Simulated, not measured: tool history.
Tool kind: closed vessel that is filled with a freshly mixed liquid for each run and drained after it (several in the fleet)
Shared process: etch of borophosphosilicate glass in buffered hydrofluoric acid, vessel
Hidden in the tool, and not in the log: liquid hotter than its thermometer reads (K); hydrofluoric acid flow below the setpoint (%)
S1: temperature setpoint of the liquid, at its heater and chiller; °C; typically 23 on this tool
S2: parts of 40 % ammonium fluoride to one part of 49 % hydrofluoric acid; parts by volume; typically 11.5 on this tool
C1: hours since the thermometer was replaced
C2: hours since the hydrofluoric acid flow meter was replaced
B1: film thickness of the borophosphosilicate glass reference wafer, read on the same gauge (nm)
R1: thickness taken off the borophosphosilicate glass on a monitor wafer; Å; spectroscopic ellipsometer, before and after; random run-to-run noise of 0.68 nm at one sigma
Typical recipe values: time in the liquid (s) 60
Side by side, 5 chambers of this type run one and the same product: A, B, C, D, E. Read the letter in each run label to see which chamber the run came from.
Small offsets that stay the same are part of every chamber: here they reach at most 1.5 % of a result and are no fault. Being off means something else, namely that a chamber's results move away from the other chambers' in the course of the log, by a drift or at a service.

run 1D hour=8.7 | S1=23 S2=11.5 time_in_the_liquid_(s)=60 | C1=1255.6 C2=826.1 | B1=120.04 | R1=1305.3
run 2E hour=21.6 | S1=23 S2=11.5 time_in_the_liquid_(s)=60 | C1=1341.5 C2=970.5 | B1=119.99 | R1=1325.4
run 3B hour=31.7 | S1=23 S2=11.5 time_in_the_liquid_(s)=60 | C1=449.2 C2=434.9 | B1=120.03 | R1=1301.7
run 4A hour=38.4 | S1=23 S2=11.5 time_in_the_liquid_(s)=60 | C1=1719.1 C2=110.3 | B1=120.02 | R1=1285.4
run 5C hour=48.5 | S1=23 S2=11.5 time_in_the_liquid_(s)=60 | C1=2368.1 C2=826.5 | B1=120.04 | R1=1313.5
run 6A hour=54.3 | S1=23 S2=13.5 time_in_the_liquid_(s)=60 | C1=1735 C2=126.2 | B1=120.01 | R1=1105.8
run 7E hour=64.4 | S1=23 S2=13.5 time_in_the_liquid_(s)=60 | C1=1384.3 C2=1013.3 | B1=119.96 | R1=1127.5
run 8B hour=71.2 | S1=23 S2=13.5 time_in_the_liquid_(s)=60 | C1=488.7 C2=474.4 | B1=120.02 | R1=1107.1
run 9D hour=80.7 | S1=23 S2=13.5 time_in_the_liquid_(s)=60 | C1=1327.6 C2=898.1 | B1=120.04 | R1=1105.5
run 10C hour=90.8 | S1=23 S2=13.5 time_in_the_liquid_(s)=60 | C1=2410.4 C2=868.8 | B1=120.03 | R1=1113.5
run 11B hour=100.9 | S1=23 S2=11.5 time_in_the_liquid_(s)=60 | C1=518.4 C2=504.1 | B1=120 | R1=1305.7
run 12A hour=109.4 | S1=23 S2=11.5 time_in_the_liquid_(s)=60 | C1=1790.1 C2=181.3 | B1=119.98 | R1=1305
run 13D hour=118.8 | S1=23 S2=8 time_in_the_liquid_(s)=60 | C1=1365.7 C2=936.2 | B1=120.04 | R1=1797.6
run 14E hour=131.5 | S1=23 S2=8 time_in_the_liquid_(s)=60 | C1=1451.4 C2=1080.4 | B1=120.04 | R1=1856.5
run 15C hour=139.4 | S1=23 S2=8 time_in_the_liquid_(s)=60 | C1=2459 C2=917.4 | B1=120.04 | R1=1858.5
run 16C hour=148.1 | S1=23 S2=8 time_in_the_liquid_(s)=60 | C1=2467.7 C2=926.1 | B1=120.02 | R1=1873.8
run 17E hour=158.8 | S1=23 S2=8 time_in_the_liquid_(s)=60 | C1=1478.7 C2=1107.7 | B1=119.98 | R1=1844.5
run 18A hour=164.3 | S1=23 S2=11.5 time_in_the_liquid_(s)=60 | C1=1845 C2=236.2 | B1=120.06 | R1=1290.5
run 19B hour=173.2 | S1=23 S2=11.5 time_in_the_liquid_(s)=60 | C1=590.7 C2=576.4 | B1=119.99 | R1=1295.9
run 20D hour=180.2 | S1=27 S2=11.5 time_in_the_liquid_(s)=60 | C1=1427.1 C2=997.6 | B1=119.95 | R1=1588.1
run 21D hour=191.8 | S1=27 S2=11.5 time_in_the_liquid_(s)=60 | C1=1438.7 C2=1009.2 | B1=119.99 | R1=1576.4
run 22B hour=198 | S1=27 S2=11.5 time_in_the_liquid_(s)=60 | C1=615.5 C2=601.2 | B1=120.02 | R1=1615
run 23E hour=209.1 | S1=27 S2=11.5 time_in_the_liquid_(s)=60 | C1=1529 C2=1158 | B1=119.98 | R1=1622.7
-- hour=210.5 chamber B: thermometer replaced
run 24C hour=217.7 | S1=27 S2=11.5 time_in_the_liquid_(s)=60 | C1=2537.3 C2=995.7 | B1=120.01 | R1=1637.5
run 25A hour=226.4 | S1=23 S2=11.5 time_in_the_liquid_(s)=60 | C1=1907.1 C2=298.3 | B1=119.99 | R1=1300.4
run 26C hour=235.5 | S1=23 S2=11.5 time_in_the_liquid_(s)=60 | C1=2555.1 C2=1013.5 | B1=120.04 | R1=1300.3
run 27D hour=242.4 | S1=23 S2=11.5 time_in_the_liquid_(s)=60 | C1=1489.3 C2=1059.8 | B1=120 | R1=1279.3
run 28E hour=248 | S1=23 S2=11.5 time_in_the_liquid_(s)=60 | C1=1567.9 C2=1196.9 | B1=120.02 | R1=1316.7
run 29A hour=254 | S1=23 S2=11.5 time_in_the_liquid_(s)=60 | C1=1934.7 C2=325.9 | B1=120.01 | R1=1295.7
run 30B hour=266.7 | S1=23 S2=11.5 time_in_the_liquid_(s)=60 | C1=56.3 C2=669.9 | B1=119.99 | R1=1290.1
run 31A hour=275.1 | S1=23 S2=11.5 time_in_the_liquid_(s)=60 | C1=1955.8 C2=347 | B1=120.07 | R1=1306.1
run 32B hour=282.3 | S1=23 S2=11.5 time_in_the_liquid_(s)=60 | C1=71.9 C2=685.5 | B1=120.02 | R1=1302.9
run 33E hour=289.4 | S1=23 S2=11.5 time_in_the_liquid_(s)=60 | C1=1609.3 C2=1238.3 | B1=120.02 | R1=1311.5
run 34C hour=300.5 | S1=23 S2=11.5 time_in_the_liquid_(s)=60 | C1=2620.1 C2=1078.5 | B1=120.05 | R1=1307.2
run 35D hour=309.1 | S1=23 S2=11.5 time_in_the_liquid_(s)=60 | C1=1556 C2=1126.5 | B1=120.02 | R1=1253.8
run 36E hour=318.3 | S1=23 S2=11.5 time_in_the_liquid_(s)=60 | C1=1638.2 C2=1267.2 | B1=119.99 | R1=1322.4

Next, all 5 chambers run the settings below, one line each with question marks for the results. What does each chamber give?
run 37A hour=327.6 | S1=23 S2=11.5 time_in_the_liquid_(s)=60 | R1=?
run 37B hour=327.6 | S1=23 S2=11.5 time_in_the_liquid_(s)=60 | R1=?
run 37C hour=327.6 | S1=23 S2=11.5 time_in_the_liquid_(s)=60 | R1=?
run 37D hour=327.6 | S1=23 S2=11.5 time_in_the_liquid_(s)=60 | R1=?
run 37E hour=327.6 | S1=23 S2=11.5 time_in_the_liquid_(s)=60 | R1=?

run=37A R1=1300.5
run=37B R1=1302.2
run=37C R1=1312
run=37D R1=1269.1
run=37E R1=1322.5

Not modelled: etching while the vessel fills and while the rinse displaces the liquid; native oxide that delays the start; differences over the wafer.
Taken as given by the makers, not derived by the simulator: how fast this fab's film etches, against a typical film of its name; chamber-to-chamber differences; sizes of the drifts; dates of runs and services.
